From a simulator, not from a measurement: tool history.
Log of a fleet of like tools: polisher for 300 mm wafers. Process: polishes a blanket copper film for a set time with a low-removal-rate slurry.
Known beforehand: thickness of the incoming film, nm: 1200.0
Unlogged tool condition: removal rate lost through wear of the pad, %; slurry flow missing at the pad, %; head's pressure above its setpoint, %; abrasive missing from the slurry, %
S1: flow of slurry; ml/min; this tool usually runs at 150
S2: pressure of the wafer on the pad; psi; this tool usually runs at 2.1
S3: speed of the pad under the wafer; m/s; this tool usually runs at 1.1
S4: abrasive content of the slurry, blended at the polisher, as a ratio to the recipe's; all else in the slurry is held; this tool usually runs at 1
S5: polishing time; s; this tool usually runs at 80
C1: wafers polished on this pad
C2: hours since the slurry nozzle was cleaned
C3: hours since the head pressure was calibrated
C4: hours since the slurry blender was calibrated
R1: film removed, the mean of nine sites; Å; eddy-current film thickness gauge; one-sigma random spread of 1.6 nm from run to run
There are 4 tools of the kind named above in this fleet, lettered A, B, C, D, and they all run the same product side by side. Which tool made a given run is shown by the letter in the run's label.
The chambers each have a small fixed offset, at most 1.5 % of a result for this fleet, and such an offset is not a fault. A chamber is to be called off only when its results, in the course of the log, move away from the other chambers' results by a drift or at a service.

run 1D hour=10.1 | S1=150 S2=2.1 S3=1.1 S4=1 S5=80 | C1=1170 C2=234.6 C3=101.4 C4=152.8 | R1=1672.7
-- hour=13 chamber C: slurry blender recalibrated
run 2B hour=16.5 | S1=150 S2=2.1 S3=1.1 S4=1 S5=80 | C1=639 C2=128 C3=154.4 C4=211.5 | R1=1654
-- hour=20.7 chamber B: worn pad replaced by a new one
run 3A hour=28.5 | S1=150 S2=2.1 S3=1.1 S4=1 S5=80 | C1=285 C2=414.2 C3=118.3 C4=44.9 | R1=1698.3
-- hour=36.6 chamber C: worn pad replaced by a new one
run 4C hour=39.3 | S1=150 S2=2.1 S3=1.1 S4=1 S5=80 | C1=20 C2=256.8 C3=136.6 C4=26.4 | R1=1699.8
-- hour=41.6 chamber D: worn pad replaced by a new one
run 5A hour=47.7 | S1=150 S2=2.1 S3=1.1 S4=1 S5=80 | C1=426 C2=433.4 C3=137.5 C4=64.1 | R1=1685.8
-- hour=52 chamber D: slurry nozzle cleaned
run 6C hour=58.9 | S1=150 S2=2.1 S3=1.1 S4=1 S5=80 | C1=164 C2=276.4 C3=156.2 C4=46 | R1=1708.9
run 7B hour=66.7 | S1=150 S2=2.1 S3=1.1 S4=1 S5=80 | C1=337 C2=178.2 C3=204.6 C4=261.7 | R1=1670.5
run 8D hour=78.1 | S1=150 S2=2.1 S3=1.1 S4=1 S5=80 | C1=267 C2=26.2 C3=169.4 C4=220.8 | R1=1687.9
run 9D hour=89.1 | S1=150 S2=2.1 S3=1.1 S4=1 S5=80 | C1=348 C2=37.2 C3=180.4 C4=231.8 | R1=1685.6
run 10B hour=97.6 | S1=150 S2=2.1 S3=1.1 S4=1 S5=80 | C1=563 C2=209.1 C3=235.5 C4=292.6 | R1=1688.7
-- hour=105 chamber A: worn pad replaced by a new one
run 11A hour=107.4 | S1=150 S2=2.1 S3=1.1 S4=1 S5=80 | C1=17 C2=493.1 C3=197.2 C4=123.8 | R1=1680.3
-- hour=110.2 chamber B: worn pad replaced by a new one
run 12C hour=119.8 | S1=150 S2=2.1 S3=1.1 S4=1 S5=80 | C1=610 C2=337.3 C3=217.1 C4=106.9 | R1=1682.7
-- hour=126.9 chamber C: worn pad replaced by a new one
run 13D hour=133 | S1=150 S2=2.3 S3=0.98 S4=1 S5=80 | C1=669 C2=81.1 C3=224.3 C4=275.7 | R1=1636.2
-- hour=135.5 chamber C: slurry blender recalibrated
run 14C hour=142.6 | S1=150 S2=2.3 S3=0.98 S4=1 S5=80 | C1=115 C2=360.1 C3=239.9 C4=7.1 | R1=1651.1
-- hour=152 chamber B: slurry blender recalibrated
run 15A hour=154 | S1=150 S2=2.3 S3=0.98 S4=1 S5=80 | C1=359 C2=539.7 C3=243.8 C4=170.4 | R1=1659.1
run 16B hour=160.2 | S1=150 S2=2.3 S3=0.98 S4=1 S5=80 | C1=366 C2=271.7 C3=298.1 C4=8.2 | R1=1662.5
run 17B hour=171.8 | S1=150 S2=2.1 S3=1.1 S4=1 S5=80 | C1=451 C2=283.3 C3=309.7 C4=19.8 | R1=1683.1
run 18A hour=184.5 | S1=150 S2=2.1 S3=1.1 S4=1 S5=80 | C1=582 C2=570.2 C3=274.3 C4=200.9 | R1=1665.6
-- hour=186.3 chamber A: slurry blender recalibrated
run 19C hour=197.5 | S1=150 S2=2.1 S3=1.1 S4=1 S5=80 | C1=517 C2=415 C3=294.8 C4=62 | R1=1683
-- hour=199 chamber B: worn pad replaced by a new one
-- hour=203.4 chamber A: worn pad replaced by a new one
run 20D hour=207.2 | S1=150 S2=2.1 S3=1.1 S4=1 S5=80 | C1=1213 C2=155.3 C3=298.5 C4=349.9 | R1=1669
-- hour=213 chamber C: worn pad replaced by a new one
run 21D hour=216.3 | S1=150 S2=2.1 S3=1.1 S4=1 S5=80 | C1=1280 C2=164.4 C3=307.6 C4=359 | R1=1684
run 22A hour=228.4 | S1=150 S2=2.1 S3=1.1 S4=1 S5=80 | C1=183 C2=614.1 C3=318.2 C4=42.1 | R1=1648.1
-- hour=231.1 chamber D: worn pad replaced by a new one
run 23C hour=237.1 | S1=150 S2=2.1 S3=1.1 S4=1 S5=80 | C1=176 C2=454.6 C3=334.4 C4=101.6 | R1=1680.8
run 24B hour=247 | S1=150 S2=2.1 S3=1.1 S4=1 S5=80 | C1=351 C2=358.5 C3=384.9 C4=95 | R1=1648.3
run 25D hour=259.6 | S1=150 S2=2.7 S3=0.96 S4=1 S5=80 | C1=209 C2=207.7 C3=350.9 C4=402.3 | R1=1844.2
run 26C hour=268.7 | S1=150 S2=2.7 S3=0.96 S4=1 S5=80 | C1=408 C2=486.2 C3=366 C4=133.2 | R1=1909.1
-- hour=272.1 chamber C: slurry blender recalibrated
run 27B hour=278.9 | S1=150 S2=2.7 S3=0.96 S4=1 S5=80 | C1=585 C2=390.4 C3=416.8 C4=126.9 | R1=1822.8
run 28A hour=288 | S1=150 S2=2.7 S3=0.96 S4=1 S5=80 | C1=620 C2=673.7 C3=377.8 C4=101.7 | R1=1911.9
-- hour=293.3 chamber C: worn pad replaced by a new one
-- hour=295.8 chamber B: worn pad replaced by a new one
run 29B hour=295.9 | S1=150 S2=2.1 S3=1.1 S4=1 S5=80 | C1=1 C2=407.4 C3=433.8 C4=143.9 | R1=1603
-- hour=300.2 chamber D: slurry blender recalibrated
-- hour=303.1 chamber D: slurry nozzle cleaned
run 30A hour=303.7 | S1=150 S2=2.1 S3=1.1 S4=1 S5=80 | C1=735 C2=689.4 C3=393.5 C4=117.4 | R1=1672
-- hour=309.7 chamber A: worn pad replaced by a new one
-- hour=311.8 chamber C: slurry nozzle cleaned
run 31C hour=313.7 | S1=150 S2=2.1 S3=1.1 S4=1 S5=80 | C1=149 C2=2 C3=411 C4=41.7 | R1=1688.1
run 32D hour=321.4 | S1=150 S2=2.5 S3=1.1 S4=1 S5=80 | C1=662 C2=18.4 C3=412.7 C4=21.2 | R1=2007.8
run 33A hour=331.9 | S1=150 S2=2.5 S3=1.1 S4=1 S5=80 | C1=163 C2=717.6 C3=421.7 C4=145.6 | R1=2020.1
run 34B hour=345.9 | S1=150 S2=2.5 S3=1.1 S4=1 S5=80 | C1=367 C2=457.4 C3=483.8 C4=193.9 | R1=1852.2
run 35C hour=354.1 | S1=150 S2=2.5 S3=1.1 S4=1 S5=80 | C1=445 C2=42.4 C3=451.4 C4=82.1 | R1=1985.9
run 36D hour=365.8 | S1=150 S2=2.1 S3=1.1 S4=0.85 S5=80 | C1=987 C2=62.8 C3=457.1 C4=65.6 | R1=1635.7
-- hour=368.1 chamber A: slurry blender recalibrated
run 37C hour=372.4 | S1=150 S2=2.1 S3=1.1 S4=0.85 S5=80 | C1=579 C2=60.7 C3=469.7 C4=100.4 | R1=1623
-- hour=378.7 chamber B: worn pad replaced by a new one
run 38A hour=383 | S1=150 S2=2.1 S3=1.1 S4=0.85 S5=80 | C1=537 C2=768.7 C3=472.8 C4=15 | R1=1622.9
run 39B hour=394 | S1=150 S2=2.1 S3=1.1 S4=0.85 S5=80 | C1=112 C2=505.5 C3=531.9 C4=242 | R1=1482.3
run 40D hour=402.3 | S1=150 S2=2.1 S3=1.1 S4=1 S5=80 | C1=1255 C2=99.3 C3=493.6 C4=102.1 | R1=1686.4

Which is it: a chamber that has drifted or been left off by a service, a gauge drift common to all chambers, or only each chamber's usual small offset? If a chamber is off, name it and its likeliest cause.

Little by little, chamber B moves away from the other chambers.
Most likely cause: slurry flow missing at the pad, % = 37.8.
The log might look much the same if the cause were instead: head's pressure below its setpoint, %; abrasive missing from the slurry, %.

Below are 4 candidate recipes for chamber B's next run, each the usual settings with a change, their results shown as question marks. Which of them brings B's results back in line with what the other chambers give on the usual settings?
In line means no further than this from the other chambers' mean on the usual settings: R1 57 Å
run 41B-1 hour=412.3 | S1=150 S2=2.1 S3=1.06 S4=1 S5=80 | R1=?
run 41B-2 hour=412.3 | S1=150 S2=2.1 S3=1.16 S4=1 S5=84 | R1=?
run 41B-3 hour=412.3 | S1=120 S2=2.1 S3=1.1 S4=0.85 S5=80 | R1=?
run 41B-4 hour=412.3 | S1=150 S2=2.1 S3=1.12 S4=1 S5=82 | R1=?

The mean the other chambers reach with the usual settings: R1 1681.8 Å
run=41B-1 R1=1453.7
run=41B-2 R1=1668.2
run=41B-3 R1=1360.1
run=41B-4 R1=1573.1
It is 41B-2 that realigns the chamber with its peers.
